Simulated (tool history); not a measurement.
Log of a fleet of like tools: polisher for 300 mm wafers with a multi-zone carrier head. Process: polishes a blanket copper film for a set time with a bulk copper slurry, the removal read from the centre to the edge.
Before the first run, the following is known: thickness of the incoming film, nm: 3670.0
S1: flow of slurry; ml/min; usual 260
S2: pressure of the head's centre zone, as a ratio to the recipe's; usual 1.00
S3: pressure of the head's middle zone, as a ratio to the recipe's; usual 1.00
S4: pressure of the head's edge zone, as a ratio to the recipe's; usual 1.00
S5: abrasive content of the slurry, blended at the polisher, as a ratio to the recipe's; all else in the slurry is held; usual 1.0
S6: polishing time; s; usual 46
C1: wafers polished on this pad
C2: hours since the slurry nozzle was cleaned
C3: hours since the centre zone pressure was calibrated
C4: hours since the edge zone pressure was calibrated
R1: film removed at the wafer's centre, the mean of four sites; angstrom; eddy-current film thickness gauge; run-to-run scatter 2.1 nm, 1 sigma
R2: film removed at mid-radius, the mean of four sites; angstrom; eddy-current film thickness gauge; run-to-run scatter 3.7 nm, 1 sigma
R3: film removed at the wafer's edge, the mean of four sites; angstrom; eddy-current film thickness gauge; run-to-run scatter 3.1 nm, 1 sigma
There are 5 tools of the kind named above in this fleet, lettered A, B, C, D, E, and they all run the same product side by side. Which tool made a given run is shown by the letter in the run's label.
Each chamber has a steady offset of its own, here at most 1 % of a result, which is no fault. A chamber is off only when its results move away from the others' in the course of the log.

Run 1B, day 0.196: usual settings; C1 111; C2 596.5; C3 135.1; C4 279.9. Result: R1 2879.8 angstrom, R2 2766.6 angstrom, R3 2877.1 angstrom.
Run 2A, day 0.342: usual settings; C1 456; C2 333.5; C3 478.7; C4 923.9. Result: R1 2907.2 angstrom, R2 2857.0 angstrom, R3 2901.6 angstrom.
Run 3C, day 0.596: usual settings; C1 739; C2 173.7; C3 82.7; C4 902.7. Result: R1 2857.5 angstrom, R2 2820.1 angstrom, R3 2879.6 angstrom.
Run 4D, day 0.871: usual settings; C1 404; C2 229.9; C3 1234.4; C4 118.3. Result: R1 2846.7 angstrom, R2 2850.0 angstrom, R3 2817.9 angstrom.
At day 1.000: chamber A: centre zone pressure recalibrated.
Run 5E, day 1.117: usual settings; C1 868; C2 305.6; C3 283.1; C4 182.4. Result: R1 2855.4 angstrom, R2 2938.8 angstrom, R3 2830.8 angstrom.
Run 6C, day 1.388: usual settings; C1 981; C2 192.7; C3 101.7; C4 921.7. Result: R1 2865.2 angstrom, R2 2852.4 angstrom, R3 2877.1 angstrom.
At day 1.567: chamber E: worn pad replaced by a new one.
Run 7E, day 1.571: usual settings; C1 2; C2 316.5; C3 294.0; C4 193.3. Result: R1 2868.4 angstrom, R2 2884.2 angstrom, R3 2856.7 angstrom.
At day 1.617: chamber A: worn pad replaced by a new one.
At day 1.767: chamber D: worn pad replaced by a new one.
Run 8B, day 1.846: usual settings but S2 0.91; C1 615; C2 636.1; C3 174.7; C4 319.5. Result: R1 2595.6 angstrom, R2 2833.5 angstrom, R3 2811.3 angstrom.
At day 1.858: chamber B: worn pad replaced by a new one.
At day 1.979: chamber E: slurry nozzle cleaned.
Run 9A, day 2.104: usual settings but S2 0.91; C1 149; C2 375.8; C3 26.6; C4 966.2. Result: R1 2549.2 angstrom, R2 2855.4 angstrom, R3 2861.2 angstrom.
At day 2.271: chamber C: worn pad replaced by a new one.
Run 10D, day 2.371: usual settings but S2 0.91; C1 184; C2 265.9; C3 1270.4; C4 154.3. Result: R1 2561.6 angstrom, R2 2858.3 angstrom, R3 2869.9 angstrom.
Run 11A, day 2.550: usual settings but S2 0.91; C1 285; C2 386.5; C3 37.3; C4 976.9. Result: R1 2569.6 angstrom, R2 2873.4 angstrom, R3 2843.1 angstrom.
Run 12E, day 2.750: usual settings but S2 0.91; C1 362; C2 18.5; C3 322.3; C4 221.6. Result: R1 2588.3 angstrom, R2 2857.4 angstrom, R3 2859.9 angstrom.
Run 13D, day 2.929: usual settings but S5 1.3, S6 58 s; C1 355; C2 279.3; C3 1283.8; C4 167.7. Result: R1 3867.4 angstrom, R2 3853.0 angstrom, R3 3765.1 angstrom.
Run 14C, day 3.212: usual settings but S5 1.3, S6 58 s; C1 288; C2 236.5; C3 145.5; C4 965.5. Result: R1 3809.2 angstrom, R2 3847.6 angstrom, R3 3839.4 angstrom.
Run 15B, day 3.417: usual settings but S5 1.3, S6 58 s; C1 477; C2 673.8; C3 212.4; C4 357.2. Result: R1 3866.1 angstrom, R2 3866.1 angstrom, R3 3807.5 angstrom.
At day 3.554: chamber D: worn pad replaced by a new one.
Run 16D, day 3.625: usual settings but S5 1.3, S6 58 s; C1 22; C2 296.0; C3 1300.5; C4 184.4. Result: R1 3775.3 angstrom, R2 3898.0 angstrom, R3 3754.1 angstrom.
At day 3.817: chamber B: worn pad replaced by a new one.
Run 17B, day 3.917: usual settings but S5 1.3, S6 58 s; C1 30; C2 685.8; C3 224.4; C4 369.2. Result: R1 3825.8 angstrom, R2 3815.0 angstrom, R3 3772.3 angstrom.
Run 18C, day 4.062: usual settings but S3 1.12, S4 1.11; C1 548; C2 256.9; C3 165.9; C4 985.9. Result: R1 2829.0 angstrom, R2 3106.0 angstrom, R3 3042.0 angstrom.
At day 4.150: chamber D: centre zone pressure recalibrated.
Run 19A, day 4.262: usual settings but S3 1.12, S4 1.11; C1 808; C2 427.6; C3 78.4; C4 1018.0. Result: R1 2778.8 angstrom, R2 3091.7 angstrom, R3 2945.3 angstrom.
Run 20E, day 4.417: usual settings but S3 1.12, S4 1.11; C1 871; C2 58.5; C3 362.3; C4 261.6. Result: R1 2871.6 angstrom, R2 3220.4 angstrom, R3 2985.8 angstrom.
At day 4.488: chamber A: worn pad replaced by a new one.
At day 4.508: chamber E: worn pad replaced by a new one.
Run 21A, day 4.646: usual settings but S3 1.12, S4 1.11; C1 48; C2 436.8; C3 87.6; C4 1027.2. Result: R1 2766.5 angstrom, R2 3079.6 angstrom, R3 2942.1 angstrom.
Run 22E, day 4.908: usual settings but S3 1.12, S4 1.11; C1 123; C2 70.3; C3 374.1; C4 273.4. Result: R1 2885.9 angstrom, R2 3119.7 angstrom, R3 3021.8 angstrom.
Run 23C, day 5.088: usual settings; C1 861; C2 281.5; C3 190.5; C4 1010.5. Result: R1 2835.8 angstrom, R2 2909.3 angstrom, R3 2858.3 angstrom.
Run 24D, day 5.221: usual settings; C1 510; C2 334.3; C3 25.7; C4 222.7. Result: R1 2812.7 angstrom, R2 2933.6 angstrom, R3 2828.8 angstrom.
At day 5.312: chamber B: edge zone pressure recalibrated.
Run 25B, day 5.383: usual settings; C1 478; C2 721.0; C3 259.6; C4 1.8. Result: R1 2865.7 angstrom, R2 2856.6 angstrom, R3 2847.3 angstrom.
At day 5.471: chamber D: worn pad replaced by a new one.
At day 5.638: chamber B: worn pad replaced by a new one.
Run 26E, day 5.638: usual settings; C1 346; C2 87.8; C3 391.6; C4 290.9. Result: R1 2875.9 angstrom, R2 2848.8 angstrom, R3 2877.0 angstrom.
Run 27D, day 5.883: usual settings; C1 127; C2 350.2; C3 41.6; C4 238.6. Result: R1 2867.8 angstrom, R2 2891.7 angstrom, R3 2879.5 angstrom.
Run 28A, day 6.179: usual settings; C1 517; C2 473.6; C3 124.4; C4 1064.0. Result: R1 2728.9 angstrom, R2 2789.1 angstrom, R3 2785.2 angstrom.
Run 29B, day 6.383: usual settings but S1 340 ml/min, S3 1.05; C1 227; C2 745.0; C3 283.6; C4 25.8. Result: R1 2935.2 angstrom, R2 3077.9 angstrom, R3 2972.6 angstrom.
At day 6.533: chamber C: worn pad replaced by a new one.
Run 30C, day 6.533: usual settings but S1 340 ml/min, S3 1.05; C1 0; C2 316.2; C3 225.2; C4 1045.2. Result: R1 2980.9 angstrom, R2 3104.7 angstrom, R3 2853.8 angstrom.
Run 31C, day 6.692: usual settings but S1 340 ml/min, S3 1.05; C1 48; C2 320.0; C3 229.0; C4 1049.0. Result: R1 2969.8 angstrom, R2 3088.2 angstrom, R3 2916.1 angstrom.
At day 6.825: chamber B: slurry nozzle cleaned.
Run 32A, day 6.904: usual settings but S1 340 ml/min, S3 1.05; C1 738; C2 491.0; C3 141.8; C4 1081.4. Result: R1 2846.4 angstrom, R2 2899.3 angstrom, R3 2859.7 angstrom.
Run 33D, day 7.038: usual settings but S1 340 ml/min, S3 1.05; C1 479; C2 377.9; C3 69.3; C4 266.3. Result: R1 2967.7 angstrom, R2 3021.8 angstrom, R3 2885.2 angstrom.
Run 34B, day 7.304: usual settings; C1 509; C2 11.5; C3 305.7; C4 47.9. Result: R1 2909.0 angstrom, R2 2829.6 angstrom, R3 2823.9 angstrom.

Does one chamber stand apart from the rest, does the shared gauge drift, or is all well apart from small per-chamber offsets? Give the chamber and the most likely cause, where there is one.

Chamber A drifts away from the others.
What lies behind it: slurry flow missing at the pad, % = 36.4.

Below are 4 candidate recipes for chamber A's next run, each the usual settings with a change, their results shown as question marks. Which of them brings A's results back in line with what the other chambers give on the usual settings?
Counts as in line when no further than this from what the other chambers average on the usual settings: R1 74.0 angstrom; R2 130.0 angstrom; R3 110.0 angstrom
Run 35A-1, day 7.517: usual settings but S6 45 s. Result: R1 ?, R2 ?, R3 ?.
Run 35A-2, day 7.517: usual settings but S6 47 s. Result: R1 ?, R2 ?, R3 ?.
Run 35A-3, day 7.517: usual settings but S1 255 ml/min, S2 0.99, S3 0.99, S4 1.01, S6 44 s. Result: R1 ?, R2 ?, R3 ?.
Run 35A-4, day 7.517: usual settings but S1 265 ml/min, S2 1.02, S3 1.01, S4 0.99, S6 48 s. Result: R1 ?, R2 ?, R3 ?.

Usual-settings mean across the other chambers: R1 2858.4 angstrom; R2 2864.0 angstrom; R3 2856.3 angstrom
  run      R1      R2      R3
35A-1  2612.9  2612.2  2654.8
35A-2  2729.0  2728.3  2772.8
35A-3  2517.1  2522.3  2603.2
35A-4  2858.6  2820.8  2823.5
35A-4 is the one that brings the chamber's results back in line with the other chambers.

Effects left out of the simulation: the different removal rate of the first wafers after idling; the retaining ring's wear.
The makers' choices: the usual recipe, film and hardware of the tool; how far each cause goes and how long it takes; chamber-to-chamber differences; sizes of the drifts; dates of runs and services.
